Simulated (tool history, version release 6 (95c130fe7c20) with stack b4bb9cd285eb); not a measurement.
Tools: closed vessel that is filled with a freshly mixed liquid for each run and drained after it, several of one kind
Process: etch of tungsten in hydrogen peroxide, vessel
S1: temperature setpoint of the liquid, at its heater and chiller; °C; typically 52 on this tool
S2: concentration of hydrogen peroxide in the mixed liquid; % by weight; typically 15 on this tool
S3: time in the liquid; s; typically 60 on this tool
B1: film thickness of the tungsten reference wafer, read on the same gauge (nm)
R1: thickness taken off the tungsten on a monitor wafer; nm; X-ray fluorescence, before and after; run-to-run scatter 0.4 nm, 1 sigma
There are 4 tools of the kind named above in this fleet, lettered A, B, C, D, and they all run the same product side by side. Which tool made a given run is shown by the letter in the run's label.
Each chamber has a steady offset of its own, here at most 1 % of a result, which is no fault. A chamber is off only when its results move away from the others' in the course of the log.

Run 1A, day 0.558: usual settings; B1 100.01. Result: R1 50.132 nm.
Run 2B, day 1.229: usual settings; B1 100. Result: R1 50.291 nm.
Run 3C, day 1.596: usual settings; B1 99.997. Result: R1 49.17 nm.
Run 4D, day 1.946: usual settings; B1 99.998. Result: R1 49.39 nm.
Run 5D, day 2.617: usual settings; B1 100.01. Result: R1 49.314 nm.
Run 6A, day 3.225: usual settings; B1 100.01. Result: R1 50.121 nm.
Run 7C, day 3.583: usual settings; B1 99.986. Result: R1 49.712 nm.
Run 8B, day 4.088: usual settings; B1 99.977. Result: R1 50.212 nm.
Run 9B, day 4.421: usual settings; B1 99.991. Result: R1 49.868 nm.
Run 10D, day 5.025: usual settings but S1 48 °C, S2 18.5 % by weight; B1 99.988. Result: R1 42.82 nm.
Run 11C, day 5.454: usual settings but S1 48 °C, S2 18.5 % by weight; B1 100.01. Result: R1 43.976 nm.
Run 12A, day 5.829: usual settings but S1 48 °C, S2 18.5 % by weight; B1 99.994. Result: R1 43.157 nm.
Run 13B, day 6.362: usual settings but S1 48 °C, S2 18.5 % by weight; B1 99.983. Result: R1 43.493 nm.
Run 14D, day 6.679: usual settings; B1 99.987. Result: R1 49.13 nm.
Run 15A, day 7.112: usual settings; B1 100.01. Result: R1 48.682 nm.
Run 16C, day 7.554: usual settings but S1 44 °C, S2 12 % by weight; B1 100. Result: R1 27.841 nm.
At day 7.8: chamber D: thermometer replaced.
Run 17C, day 8.196: usual settings but S1 44 °C, S2 12 % by weight; B1 99.99. Result: R1 27.834 nm.
Run 18A, day 8.567: usual settings but S1 44 °C, S2 12 % by weight; B1 100. Result: R1 27.49 nm.
Run 19B, day 8.971: usual settings but S1 44 °C, S2 12 % by weight; B1 99.996. Result: R1 26.872 nm.
At day 9.05: chamber D: new drum of peroxide connected.
Run 20D, day 9.625: usual settings; B1 100.02. Result: R1 49.349 nm.
Run 21D, day 10.042: usual settings; B1 99.999. Result: R1 49.75 nm.
At day 10.079: chamber B: new drum of peroxide connected.
Run 22C, day 10.392: usual settings; B1 100. Result: R1 51.81 nm.
Run 23B, day 10.7: usual settings but S2 17 % by weight; B1 99.992. Result: R1 52.985 nm.
Run 24A, day 11.129: usual settings but S2 17 % by weight; B1 99.992. Result: R1 52.32 nm.
Run 25B, day 11.512: usual settings but S2 17 % by weight; B1 100.01. Result: R1 52.819 nm.
Run 26A, day 11.817: usual settings but S2 17 % by weight; B1 100.02. Result: R1 53.443 nm.
Run 27D, day 12.446: usual settings; B1 99.991. Result: R1 50.319 nm.
Run 28C, day 12.971: usual settings; B1 100.01. Result: R1 52.803 nm.
Run 29D, day 13.333: usual settings; B1 100. Result: R1 49.603 nm.
Run 30A, day 14.004: usual settings; B1 99.983. Result: R1 50.106 nm.
Run 31B, day 14.5: usual settings; B1 99.977. Result: R1 49.891 nm.

The same settings go to every chamber for the next run, one line per chamber below. Forecast the results for each:
Run 32A, day 14.996: usual settings. Result: R1 ?.
Run 32B, day 14.996: usual settings. Result: R1 ?.
Run 32C, day 14.996: usual settings. Result: R1 ?.
Run 32D, day 14.996: usual settings. Result: R1 ?.

run      R1
32A   49.06
32B  49.868
32C  53.608
32D  49.536

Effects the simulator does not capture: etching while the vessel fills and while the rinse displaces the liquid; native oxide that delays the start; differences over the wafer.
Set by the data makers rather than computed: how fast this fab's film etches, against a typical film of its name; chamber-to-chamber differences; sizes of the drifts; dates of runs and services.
